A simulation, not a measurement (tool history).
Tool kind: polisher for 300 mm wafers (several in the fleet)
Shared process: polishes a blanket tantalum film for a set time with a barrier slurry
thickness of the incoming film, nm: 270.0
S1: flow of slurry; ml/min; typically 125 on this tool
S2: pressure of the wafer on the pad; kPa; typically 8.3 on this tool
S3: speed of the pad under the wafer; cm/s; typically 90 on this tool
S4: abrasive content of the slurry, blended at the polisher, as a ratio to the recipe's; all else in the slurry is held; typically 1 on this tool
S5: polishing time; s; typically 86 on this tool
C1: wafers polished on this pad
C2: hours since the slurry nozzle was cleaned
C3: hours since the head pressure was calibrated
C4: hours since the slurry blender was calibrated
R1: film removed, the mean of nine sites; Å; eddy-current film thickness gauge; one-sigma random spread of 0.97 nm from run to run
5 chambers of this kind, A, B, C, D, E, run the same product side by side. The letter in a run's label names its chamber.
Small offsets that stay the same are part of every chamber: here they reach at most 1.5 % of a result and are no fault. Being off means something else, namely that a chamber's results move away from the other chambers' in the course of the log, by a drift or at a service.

-- day=0.329 chamber B: worn pad replaced by a new one
run 1B day=0.6 | S1=125 S2=8.3 S3=90 S4=1 S5=86 | C1=73 C2=389.7 C3=131.2 C4=74.5 | R1=797.23
-- day=0.95 chamber A: worn pad replaced by a new one
run 2A day=1.121 | S1=125 S2=8.3 S3=90 S4=1 S5=86 | C1=47 C2=69 C3=401.6 C4=48 | R1=768.32
-- day=1.196 chamber D: worn pad replaced by a new one
run 3E day=1.571 | S1=125 S2=8.3 S3=90 S4=1 S5=86 | C1=622 C2=540.5 C3=180.4 C4=134.6 | R1=785.6
-- day=1.65 chamber D: slurry blender recalibrated
run 4D day=2.017 | S1=125 S2=8.3 S3=90 S4=1 S5=86 | C1=223 C2=498.5 C3=639.4 C4=8.8 | R1=793.15
-- day=2.075 chamber A: head pressure recalibrated
run 5C day=2.412 | S1=125 S2=8.3 S3=90 S4=1 S5=86 | C1=798 C2=345.1 C3=304.9 C4=146.5 | R1=804.85
-- day=2.454 chamber E: worn pad replaced by a new one
-- day=2.9 chamber C: worn pad replaced by a new one
run 6A day=2.988 | S1=125 S2=8.3 S3=90 S4=1 S5=86 | C1=554 C2=113.8 C3=21.9 C4=92.8 | R1=805.66
run 7D day=3.317 | S1=125 S2=8.3 S3=90 S4=1 S5=86 | C1=576 C2=529.7 C3=670.6 C4=40 | R1=804.99
-- day=3.575 chamber B: worn pad replaced by a new one
run 8C day=3.729 | S1=125 S2=8.3 S3=90 S4=1 S5=86 | C1=225 C2=376.7 C3=336.5 C4=178.1 | R1=810.9
-- day=4 chamber B: slurry nozzle cleaned
run 9B day=4.204 | S1=125 S2=8.3 S3=90 S4=1 S5=86 | C1=170 C2=5 C3=217.7 C4=161 | R1=820.08
-- day=4.325 chamber A: worn pad replaced by a new one
-- day=4.483 chamber C: slurry nozzle cleaned
run 10E day=4.512 | S1=125 S2=8.3 S3=90 S4=1 S5=86 | C1=559 C2=611.1 C3=251 C4=205.2 | R1=769.61
run 11E day=5.062 | S1=125 S2=8.3 S3=90 S4=1 S5=86 | C1=708 C2=624.3 C3=264.2 C4=218.4 | R1=795.26
-- day=5.454 chamber B: slurry blender recalibrated
-- day=5.529 chamber E: worn pad replaced by a new one
run 12A day=5.571 | S1=125 S2=9.7 S3=90 S4=1 S5=86 | C1=338 C2=175.8 C3=83.9 C4=154.8 | R1=939.66
-- day=6.125 chamber D: slurry blender recalibrated
run 13C day=6.146 | S1=125 S2=9.7 S3=90 S4=1 S5=86 | C1=881 C2=39.9 C3=394.5 C4=236.1 | R1=945.99
run 14D day=6.488 | S1=125 S2=9.7 S3=90 S4=1 S5=86 | C1=1436 C2=605.8 C3=746.7 C4=8.7 | R1=911.4
run 15B day=6.829 | S1=125 S2=9.7 S3=90 S4=1 S5=86 | C1=883 C2=68 C3=280.7 C4=33.1 | R1=958.89
-- day=6.971 chamber D: worn pad replaced by a new one
-- day=7.029 chamber B: worn pad replaced by a new one
-- day=7.179 chamber C: worn pad replaced by a new one
run 16C day=7.312 | S1=125 S2=9.7 S3=90 S4=1 S5=86 | C1=36 C2=67.9 C3=422.5 C4=264.1 | R1=962.27
run 17A day=7.65 | S1=125 S2=8.3 S3=90 S4=1 S5=86 | C1=903 C2=225.7 C3=133.8 C4=204.7 | R1=787.07
-- day=8.071 chamber A: worn pad replaced by a new one
run 18E day=8.096 | S1=125 S2=6.2 S3=90 S4=1 S5=86 | C1=697 C2=697.1 C3=337 C4=291.2 | R1=595.16
run 19B day=8.588 | S1=125 S2=6.2 S3=90 S4=1 S5=86 | C1=423 C2=110.2 C3=322.9 C4=75.3 | R1=610.21
-- day=8.608 chamber E: worn pad replaced by a new one
-- day=8.829 chamber A: slurry blender recalibrated
run 20D day=9.008 | S1=125 S2=6.2 S3=90 S4=1 S5=86 | C1=553 C2=666.3 C3=807.2 C4=69.2 | R1=599.42
run 21C day=9.383 | S1=125 S2=6.2 S3=90 S4=1 S5=86 | C1=598 C2=117.6 C3=472.2 C4=313.8 | R1=629.56
run 22B day=10.033 | S1=125 S2=6.2 S3=90 S4=1 S5=86 | C1=816 C2=144.9 C3=357.6 C4=110 | R1=604.92
-- day=10.171 chamber B: worn pad replaced by a new one
run 23D day=10.538 | S1=125 S2=8.3 S3=90 S4=1 S5=86 | C1=968 C2=703 C3=843.9 C4=105.9 | R1=813.22
-- day=10.608 chamber C: worn pad replaced by a new one
run 24A day=11.025 | S1=125 S2=8.3 S3=90 S4=1 S5=86 | C1=802 C2=306.7 C3=214.8 C4=52.8 | R1=790.56
-- day=11.425 chamber D: slurry blender recalibrated
-- day=11.55 chamber C: slurry blender recalibrated
run 25E day=11.633 | S1=125 S2=8.3 S3=90 S4=1 S5=86 | C1=821 C2=782 C3=421.9 C4=376.1 | R1=796.69
-- day=11.738 chamber E: worn pad replaced by a new one
-- day=11.912 chamber A: worn pad replaced by a new one
-- day=11.938 chamber D: slurry nozzle cleaned
run 26E day=12.262 | S1=125 S2=8.3 S3=90 S4=0.9 S5=86 | C1=142 C2=797.1 C3=437 C4=391.2 | R1=758.61
-- day=12.7 chamber D: worn pad replaced by a new one
run 27B day=12.892 | S1=125 S2=8.3 S3=90 S4=0.9 S5=86 | C1=739 C2=213.5 C3=426.2 C4=178.6 | R1=777.29
-- day=13.229 chamber B: worn pad replaced by a new one
run 28A day=13.262 | S1=125 S2=8.3 S3=90 S4=0.9 S5=86 | C1=366 C2=360.4 C3=268.5 C4=106.5 | R1=767
-- day=13.85 chamber B: slurry blender recalibrated
run 29D day=13.908 | S1=125 S2=8.3 S3=90 S4=0.9 S5=86 | C1=327 C2=47.4 C3=924.8 C4=59.7 | R1=767.26
-- day=14.271 chamber E: slurry nozzle cleaned
run 30C day=14.379 | S1=125 S2=8.3 S3=90 S4=0.9 S5=86 | C1=1024 C2=237.5 C3=592.1 C4=68 | R1=843.9
-- day=14.558 chamber C: worn pad replaced by a new one
run 31A day=15.058 | S1=125 S2=8.3 S3=90 S4=1 S5=86 | C1=854 C2=403.5 C3=311.6 C4=149.6 | R1=781.41
-- day=15.142 chamber E: worn pad replaced by a new one
run 32C day=15.396 | S1=125 S2=8.3 S3=90 S4=1 S5=86 | C1=228 C2=261.9 C3=616.5 C4=92.4 | R1=874.67
-- day=15.675 chamber E: slurry blender recalibrated
run 33D day=15.783 | S1=125 S2=8.3 S3=90 S4=1 S5=86 | C1=836 C2=92.4 C3=969.8 C4=104.7 | R1=786.87
run 34B day=16.279 | S1=125 S2=8.3 S3=90 S4=1 S5=86 | C1=827 C2=294.8 C3=507.5 C4=58.3 | R1=808.5
run 35E day=16.812 | S1=100 S2=8.3 S3=90 S4=1 S5=86 | C1=454 C2=61.1 C3=546.2 C4=27.4 | R1=742.72

Is one chamber off against the others, does the gauge drift, or is nothing wrong? If a chamber is off, say which, and what the likeliest cause is.

It is chamber C that slowly wanders off from its peers.
Most likely cause: head's pressure above its setpoint, % = 10.6.

Below are 4 candidate recipes for chamber C's next run, each the usual settings with a change, their results shown as question marks. Which of them brings C's results back in line with what the other chambers give on the usual settings?
In-line tolerance around the mean of the other chambers on the usual settings: R1 34 Å
run 36C-1 day=17.304 | S1=125 S2=8.3 S3=96 S4=1 S5=91 | R1=?
run 36C-2 day=17.304 | S1=125 S2=8.3 S3=86 S4=1 S5=82 | R1=?
run 36C-3 day=17.304 | S1=125 S2=9 S3=98 S4=1 S5=92 | R1=?
run 36C-4 day=17.304 | S1=120 S2=8.3 S3=80 S4=1 S5=77 | R1=?

Average result of the remaining chambers running the usual settings: R1 795.84 Å
run=36C-1 R1=1007.7
run=36C-2 R1=812.13
run=36C-3 R1=1127.1
run=36C-4 R1=702.54
36C-2 is the one that brings the chamber's results back in line with the other chambers.
